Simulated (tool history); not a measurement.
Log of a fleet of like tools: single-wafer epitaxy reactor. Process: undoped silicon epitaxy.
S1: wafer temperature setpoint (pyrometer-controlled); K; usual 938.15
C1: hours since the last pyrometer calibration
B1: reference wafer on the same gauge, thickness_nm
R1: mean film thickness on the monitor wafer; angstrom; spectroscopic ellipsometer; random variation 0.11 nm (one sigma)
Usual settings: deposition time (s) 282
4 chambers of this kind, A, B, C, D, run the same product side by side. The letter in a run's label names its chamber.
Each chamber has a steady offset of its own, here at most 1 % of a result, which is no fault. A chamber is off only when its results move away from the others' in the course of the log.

run 1B day=0.346 | S1=938.15 deposition_time_(s)=282 | C1=1053.8 | B1=53.075 | R1=655.26
run 2C day=0.546 | S1=938.15 deposition_time_(s)=282 | C1=439.9 | B1=53.082 | R1=654.55
run 3A day=0.904 | S1=938.15 deposition_time_(s)=282 | C1=2193.2 | B1=53.069 | R1=651.77
run 4D day=1.183 | S1=938.15 deposition_time_(s)=282 | C1=239.2 | B1=53.069 | R1=653.59
run 5A day=1.362 | S1=938.15 deposition_time_(s)=282 | C1=2204.2 | B1=53.063 | R1=649.33
run 6C day=1.712 | S1=938.15 deposition_time_(s)=282 | C1=467.9 | B1=53.015 | R1=653.59
run 7D day=1.883 | S1=938.15 deposition_time_(s)=282 | C1=256.0 | B1=53.056 | R1=650.37
run 8B day=2.046 | S1=938.15 deposition_time_(s)=282 | C1=1094.6 | B1=53.028 | R1=653.55
run 9A day=2.396 | S1=938.15 deposition_time_(s)=282 | C1=2229.0 | B1=52.978 | R1=651.06
run 10B day=2.658 | S1=938.15 deposition_time_(s)=282 | C1=1109.3 | B1=53.013 | R1=655.48
run 11D day=2.967 | S1=938.15 deposition_time_(s)=282 | C1=282.0 | B1=52.989 | R1=650.13
run 12C day=3.321 | S1=938.15 deposition_time_(s)=282 | C1=506.5 | B1=52.969 | R1=652.77
run 13B day=3.679 | S1=938.15 deposition_time_(s)=282 | C1=1133.8 | B1=52.966 | R1=653.90
run 14A day=3.850 | S1=938.15 deposition_time_(s)=282 | C1=2263.9 | B1=52.975 | R1=649.48
run 15D day=4.042 | S1=938.15 deposition_time_(s)=282 | C1=307.8 | B1=52.917 | R1=652.18
run 16C day=4.396 | S1=938.15 deposition_time_(s)=282 | C1=532.3 | B1=52.920 | R1=652.48
-- day=4.442 chamber A: pyrometer calibrated
run 17C day=4.588 | S1=938.15 deposition_time_(s)=282 | C1=536.9 | B1=52.921 | R1=652.07
run 18D day=4.788 | S1=938.15 deposition_time_(s)=282 | C1=325.7 | B1=52.906 | R1=651.09
run 19B day=5.021 | S1=938.15 deposition_time_(s)=282 | C1=1166.0 | B1=52.888 | R1=655.35
run 20A day=5.321 | S1=933.15 deposition_time_(s)=335 | C1=21.2 | B1=52.882 | R1=694.69
run 21A day=5.667 | S1=933.15 deposition_time_(s)=335 | C1=29.5 | B1=52.854 | R1=694.57
run 22D day=5.917 | S1=933.15 deposition_time_(s)=335 | C1=352.8 | B1=52.868 | R1=695.18
run 23B day=6.083 | S1=933.15 deposition_time_(s)=335 | C1=1191.5 | B1=52.848 | R1=696.81
run 24C day=6.388 | S1=938.15 deposition_time_(s)=282 | C1=580.1 | B1=52.825 | R1=650.65
run 25B day=6.692 | S1=924.15 deposition_time_(s)=312 | C1=1206.1 | B1=52.808 | R1=535.36
run 26A day=7.050 | S1=924.15 deposition_time_(s)=312 | C1=62.7 | B1=52.797 | R1=534.00
run 27D day=7.225 | S1=924.15 deposition_time_(s)=312 | C1=384.2 | B1=52.808 | R1=530.94
run 28C day=7.533 | S1=924.15 deposition_time_(s)=312 | C1=607.6 | B1=52.773 | R1=531.87
run 29B day=7.729 | S1=938.15 deposition_time_(s)=282 | C1=1231.0 | B1=52.781 | R1=651.25
run 30D day=7.992 | S1=938.15 deposition_time_(s)=282 | C1=402.6 | B1=52.782 | R1=649.59
run 31A day=8.171 | S1=938.15 deposition_time_(s)=282 | C1=89.6 | B1=52.771 | R1=648.72
run 32C day=8.462 | S1=938.15 deposition_time_(s)=282 | C1=629.9 | B1=52.759 | R1=648.19
run 33B day=8.688 | S1=938.15 deposition_time_(s)=282 | C1=1254.0 | B1=52.749 | R1=653.19

What goes on in this fleet: one chamber off, a drifting gauge, or nothing beyond the chambers' own small offsets? Name the chamber and the cause, if any.

The gauge drifts, so all chambers seem to drift together. No chamber is off.
Cause: gauge reads low (%) = 0.695.

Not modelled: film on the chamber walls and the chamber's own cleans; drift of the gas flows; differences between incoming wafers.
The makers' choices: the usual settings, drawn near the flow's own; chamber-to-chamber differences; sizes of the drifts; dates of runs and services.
